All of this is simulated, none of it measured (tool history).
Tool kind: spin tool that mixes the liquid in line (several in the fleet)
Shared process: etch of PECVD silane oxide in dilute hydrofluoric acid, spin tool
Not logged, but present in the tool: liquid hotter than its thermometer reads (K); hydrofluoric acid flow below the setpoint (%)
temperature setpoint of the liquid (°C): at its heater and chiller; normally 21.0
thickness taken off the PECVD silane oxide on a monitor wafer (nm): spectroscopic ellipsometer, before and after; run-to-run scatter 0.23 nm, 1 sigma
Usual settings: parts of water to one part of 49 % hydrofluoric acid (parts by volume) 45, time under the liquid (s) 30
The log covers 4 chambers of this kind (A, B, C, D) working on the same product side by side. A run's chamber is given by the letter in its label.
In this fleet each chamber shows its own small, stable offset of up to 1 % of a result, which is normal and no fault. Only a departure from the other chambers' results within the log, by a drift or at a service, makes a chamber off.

run,hour,temperature setpoint of the liquid (°C),parts of water to one part of 49 % hydrofluoric acid (parts by volume),time under the liquid (s),hours since the thermometer was replaced,hours since the hydrofluoric acid flow meter was replaced,"read-back film thickness of the PECVD silane oxide reference wafer, read on the same gauge (nm)",thickness taken off the PECVD silane oxide on a monitor wafer (nm)
1C,7.2,21.0,45,30,1738.2,649.3,40.024,31.749
2A,13.7,21.0,45,30,1192.2,966.9,40.010,31.215
3B,17.8,21.0,45,30,567.8,1017.3,40.013,31.604
4D,23.2,21.0,45,30,2397.5,1053.3,40.011,31.423
5D,28.0,21.0,45,30,2402.3,1058.1,39.979,31.086
6A,35.2,24.5,30,30,1213.7,988.4,40.003,55.377
# hour 35.3: chamber B: thermometer replaced
7B,41.7,24.5,30,30,6.4,1041.2,40.018,55.831
8C,47.5,24.5,30,30,1778.5,689.6,40.003,55.575
9A,54.1,24.5,30,30,1232.6,1007.3,40.044,55.172
10B,60.8,21.0,45,30,25.5,1060.3,40.045,30.980
11C,64.0,21.0,45,30,1795.0,706.1,40.003,31.371
12D,67.8,21.0,45,30,2442.1,1097.9,39.991,30.954
13B,71.7,19.0,60,30,36.4,1071.2,39.991,21.378
14C,74.8,19.0,60,30,1805.8,716.9,39.990,21.222
# hour 80.6: chamber C: thermometer replaced
15A,82.0,19.0,60,30,1260.5,1035.2,40.035,21.228
16D,86.1,19.0,60,30,2460.4,1116.2,39.999,20.943
17D,90.3,21.0,45,30,2464.6,1120.4,39.990,31.262
18A,96.5,21.0,45,30,1275.0,1049.7,39.948,31.318
19B,103.6,21.0,45,30,68.3,1103.1,40.027,30.611
20C,108.8,21.0,45,30,28.3,750.9,40.012,31.479
21A,112.5,21.0,45,30,1291.0,1065.7,39.992,31.315
22C,116.3,21.0,35,40,35.8,758.4,40.004,54.359
23B,122.6,21.0,35,40,87.3,1122.1,39.967,52.831
24D,127.8,21.0,35,40,2502.1,1157.9,40.041,53.873
25C,133.2,21.0,35,40,52.7,775.3,39.974,54.269
26B,136.6,21.0,45,30,101.3,1136.1,40.012,30.439
27A,142.5,21.0,45,30,1321.0,1095.7,39.993,30.959
28D,148.5,21.0,45,30,2522.8,1178.6,39.963,31.232
29B,153.4,21.0,45,30,118.1,1152.9,39.999,29.687
30D,158.9,21.0,45,30,2533.2,1189.0,40.002,31.064
31C,164.9,21.0,45,30,84.4,807.0,39.999,31.618
32A,169.9,21.0,45,30,1348.4,1123.1,40.006,31.342
33B,175.6,21.0,45,30,140.3,1175.1,40.023,29.601
34D,181.6,21.0,45,30,2555.9,1211.7,39.953,31.428
35C,186.6,21.0,45,30,106.1,828.7,40.039,31.274
36A,192.7,21.0,45,30,1371.2,1145.9,40.009,31.687
37D,199.6,21.0,45,30,2573.9,1229.7,39.967,30.983
# hour 203.5: chamber D: thermometer replaced
38A,203.8,21.0,45,30,1382.3,1157.0,39.975,31.777
39C,210.1,21.0,45,30,129.6,852.2,39.995,31.541
40B,215.7,21.0,45,30,180.4,1215.2,39.971,28.756
41B,222.3,21.0,45,30,187.0,1221.8,40.033,28.511
42D,228.3,21.0,45,30,24.8,1258.4,39.953,31.209
43C,235.4,21.0,45,30,154.9,877.5,40.040,31.159

Each of the 4 chambers runs these same settings next. Fill in every chamber's results:
44A,240.6,21.0,45,40,,,,?
44B,240.6,21.0,45,40,,,,?
44C,240.6,21.0,45,40,,,,?
44D,240.6,21.0,45,40,,,,?

run,thickness taken off the PECVD silane oxide on a monitor wafer (nm)
44A,41.649
44B,37.419
44C,41.402
44D,41.384
